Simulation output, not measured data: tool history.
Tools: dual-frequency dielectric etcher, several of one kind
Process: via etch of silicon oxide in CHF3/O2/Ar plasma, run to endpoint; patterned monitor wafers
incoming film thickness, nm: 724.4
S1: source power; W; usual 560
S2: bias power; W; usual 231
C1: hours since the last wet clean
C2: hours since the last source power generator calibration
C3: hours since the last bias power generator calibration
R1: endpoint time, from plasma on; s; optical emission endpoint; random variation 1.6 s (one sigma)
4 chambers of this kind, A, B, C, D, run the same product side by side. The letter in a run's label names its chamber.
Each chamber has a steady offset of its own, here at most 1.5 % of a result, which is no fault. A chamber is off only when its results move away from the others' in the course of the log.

run	hour	S1	S2	C1	C2	C3	R1
1A	9.5	560	231	125.5	1972.6	1263.3	345.62
2D	20.3	560	231	367.1	1210.5	1077.1	343.77
3C	28.1	560	231	361.9	1801.8	3842.8	342.26
4B	37.8	560	231	187.9	2141.9	2622.4	339.30
5C	50.2	560	231	384.0	1823.9	3864.9	342.82
6D	57.5	560	231	404.3	1247.7	1114.3	344.16
7B	73.0	560	231	223.1	2177.1	2657.6	341.42
8A	84.5	560	231	200.5	2047.6	1338.3	346.33
9D	98.9	560	231	445.7	1289.1	1155.7	344.56
10C	110.3	650	231	444.1	1884.0	3925.0	326.19
11A	119.1	650	231	235.1	2082.2	1372.9	326.80
12B	129.9	650	231	280.0	2234.0	2714.5	319.58
13C	143.1	650	231	476.9	1916.8	3957.8	326.74
14D	150.0	560	231	496.8	1340.2	1206.8	342.30
15B	159.9	560	231	310.0	2264.0	2744.5	341.14
16A	174.7	560	231	290.7	2137.8	1428.5	349.07
17D	187.1	560	231	533.9	1377.3	1243.9	344.90
# hour 190.8: chamber C: wet clean of the chamber
18A	200.4	560	231	316.4	2163.5	1454.2	351.47
# hour 208.7: chamber D: wet clean of the chamber
19C	212.7	680	175	21.9	1986.4	4027.4	355.14
20B	223.7	680	175	373.8	2327.8	2808.3	348.40
21A	238.9	680	175	354.9	2202.0	1492.7	354.86
22D	245.9	680	175	37.2	1436.1	1302.7	354.43
23B	258.6	560	231	408.7	2362.7	2843.2	342.64
24C	272.3	520	206	81.5	2046.0	4087.0	367.67
25C	280.2	520	206	89.4	2053.9	4094.9	371.07
26A	295.2	520	206	411.2	2258.3	1549.0	377.30
27D	307.9	520	206	99.2	1498.1	1364.7	369.52
28B	320.1	560	231	470.2	2424.2	2904.7	343.84

Is one chamber off against the others, does the gauge drift, or is nothing wrong? If a chamber is off, say which, and what the likeliest cause is.

Chamber A drifts away from the others.
Cause: etch rate under this chamber's usual, % = 2.81.

Here are 4 candidates for chamber A's next run, each the usual settings with a change, their results left as question marks. Which one brings its results back in line with what the others give on the usual settings?
In line means no further than this from the other chambers' mean on the usual settings: R1 5.70 s
29A-1	331.2	590	241				?
29A-2	331.2	610	252				?
29A-3	331.2	460	231				?
29A-4	331.2	530	221				?

The other chambers' mean on the usual settings: R1 343.72 s
run	R1
29A-1	343.10
29A-2	333.54
29A-3	382.45
29A-4	368.26
29A-1 brings the chamber back in line.

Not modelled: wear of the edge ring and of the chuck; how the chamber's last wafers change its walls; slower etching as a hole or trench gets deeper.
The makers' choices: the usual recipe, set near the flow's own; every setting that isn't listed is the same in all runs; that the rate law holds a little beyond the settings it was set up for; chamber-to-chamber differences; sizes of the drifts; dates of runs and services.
